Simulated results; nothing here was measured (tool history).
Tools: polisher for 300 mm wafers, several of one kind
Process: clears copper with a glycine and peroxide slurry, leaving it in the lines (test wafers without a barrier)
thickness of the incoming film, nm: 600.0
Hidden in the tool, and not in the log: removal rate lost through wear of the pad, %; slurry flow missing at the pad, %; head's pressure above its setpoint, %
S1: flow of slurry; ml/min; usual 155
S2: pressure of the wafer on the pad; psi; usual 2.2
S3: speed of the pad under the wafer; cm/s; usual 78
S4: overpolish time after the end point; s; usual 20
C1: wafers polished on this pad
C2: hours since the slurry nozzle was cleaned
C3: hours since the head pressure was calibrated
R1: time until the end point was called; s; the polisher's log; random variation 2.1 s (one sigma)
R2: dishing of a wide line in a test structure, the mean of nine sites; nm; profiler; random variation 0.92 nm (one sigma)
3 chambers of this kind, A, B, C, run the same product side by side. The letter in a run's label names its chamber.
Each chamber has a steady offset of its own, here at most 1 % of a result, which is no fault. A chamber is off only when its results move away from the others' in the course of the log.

Run 1A, hour 10.5: usual settings; C1 206; C2 163.7; C3 527.3. Result: R1 198.87 s, R2 44.327 nm.
Run 2B, hour 18.7: usual settings; C1 355; C2 405.5; C3 569.5. Result: R1 196.31 s, R2 43.338 nm.
At hour 22.1: chamber B: head pressure recalibrated.
Run 3C, hour 28.1: usual settings; C1 869; C2 112.3; C3 42.8. Result: R1 200.38 s, R2 42.889 nm.
Run 4B, hour 39.2: usual settings; C1 467; C2 426.0; C3 17.1. Result: R1 195.78 s, R2 43.173 nm.
At hour 43.5: chamber A: head pressure recalibrated.
Run 5A, hour 47.1: usual settings but S3 100 cm/s, S4 29 s; C1 408; C2 200.3; C3 3.6. Result: R1 164.09 s, R2 67.924 nm.
Run 6C, hour 57.4: usual settings but S3 100 cm/s, S4 29 s; C1 1031; C2 141.6; C3 72.1. Result: R1 161.91 s, R2 67.916 nm.
At hour 59.6: chamber B: worn pad replaced by a new one.
At hour 60.5: chamber A: slurry nozzle cleaned.
Run 7C, hour 66.3: usual settings but S3 100 cm/s, S4 29 s; C1 1080; C2 150.5; C3 81.0. Result: R1 165.82 s, R2 69.760 nm.
Run 8B, hour 75.2: usual settings but S1 135 ml/min, S2 1.8 psi; C1 86; C2 462.0; C3 53.1. Result: R1 232.32 s, R2 36.780 nm.
Run 9A, hour 87.0: usual settings but S1 135 ml/min, S2 1.8 psi; C1 627; C2 26.6; C3 43.5. Result: R1 232.03 s, R2 37.005 nm.
Run 10A, hour 93.9: usual settings but S1 135 ml/min, S2 1.8 psi; C1 665; C2 33.5; C3 50.4. Result: R1 235.57 s, R2 37.251 nm.
Run 11C, hour 103.2: usual settings; C1 1283; C2 187.4; C3 117.9. Result: R1 197.15 s, R2 45.088 nm.
Run 12B, hour 112.4: usual settings; C1 291; C2 499.2; C3 90.3. Result: R1 190.74 s, R2 44.302 nm.
At hour 117.8: chamber A: worn pad replaced by a new one.
Run 13A, hour 120.4: usual settings; C1 14; C2 60.0; C3 76.9. Result: R1 197.08 s, R2 41.781 nm.
Run 14B, hour 129.9: usual settings; C1 387; C2 516.7; C3 107.8. Result: R1 196.17 s, R2 43.541 nm.
Run 15C, hour 135.9: usual settings; C1 1463; C2 220.1; C3 150.6. Result: R1 198.38 s, R2 44.025 nm.
At hour 142.9: chamber C: worn pad replaced by a new one.
Run 16C, hour 146.7: usual settings; C1 21; C2 230.9; C3 161.4. Result: R1 198.75 s, R2 43.252 nm.
Run 17B, hour 153.1: usual settings; C1 515; C2 539.9; C3 131.0. Result: R1 198.98 s, R2 43.675 nm.
Run 18A, hour 161.7: usual settings; C1 242; C2 101.3; C3 118.2. Result: R1 194.59 s, R2 45.164 nm.
Run 19C, hour 171.3: usual settings; C1 156; C2 255.5; C3 186.0. Result: R1 198.91 s, R2 42.707 nm.
At hour 177.2: chamber B: worn pad replaced by a new one.
Run 20A, hour 178.4: usual settings; C1 334; C2 118.0; C3 134.9. Result: R1 195.87 s, R2 43.713 nm.
Run 21B, hour 189.9: usual settings but S2 2.9 psi, S3 68 cm/s; C1 70; C2 576.7; C3 167.8. Result: R1 175.41 s, R2 48.821 nm.
Run 22C, hour 202.0: usual settings but S2 2.9 psi, S3 68 cm/s; C1 325; C2 286.2; C3 216.7. Result: R1 175.35 s, R2 47.549 nm.
Run 23B, hour 213.3: usual settings but S2 2.9 psi, S3 68 cm/s; C1 199; C2 600.1; C3 191.2. Result: R1 176.91 s, R2 47.892 nm.
Run 24A, hour 224.1: usual settings; C1 585; C2 163.7; C3 180.6. Result: R1 197.24 s, R2 42.342 nm.
Run 25C, hour 234.4: usual settings; C1 504; C2 318.6; C3 249.1. Result: R1 198.67 s, R2 43.330 nm.
Run 26A, hour 247.0: usual settings but S2 2.7 psi, S3 68 cm/s; C1 711; C2 186.6; C3 203.5. Result: R1 188.23 s, R2 46.016 nm.

Is one chamber off against the others, does the gauge drift, or is nothing wrong? If a chamber is off, say which, and what the likeliest cause is.

No chamber stands off beyond its own small offset, and the gauge holds steady.
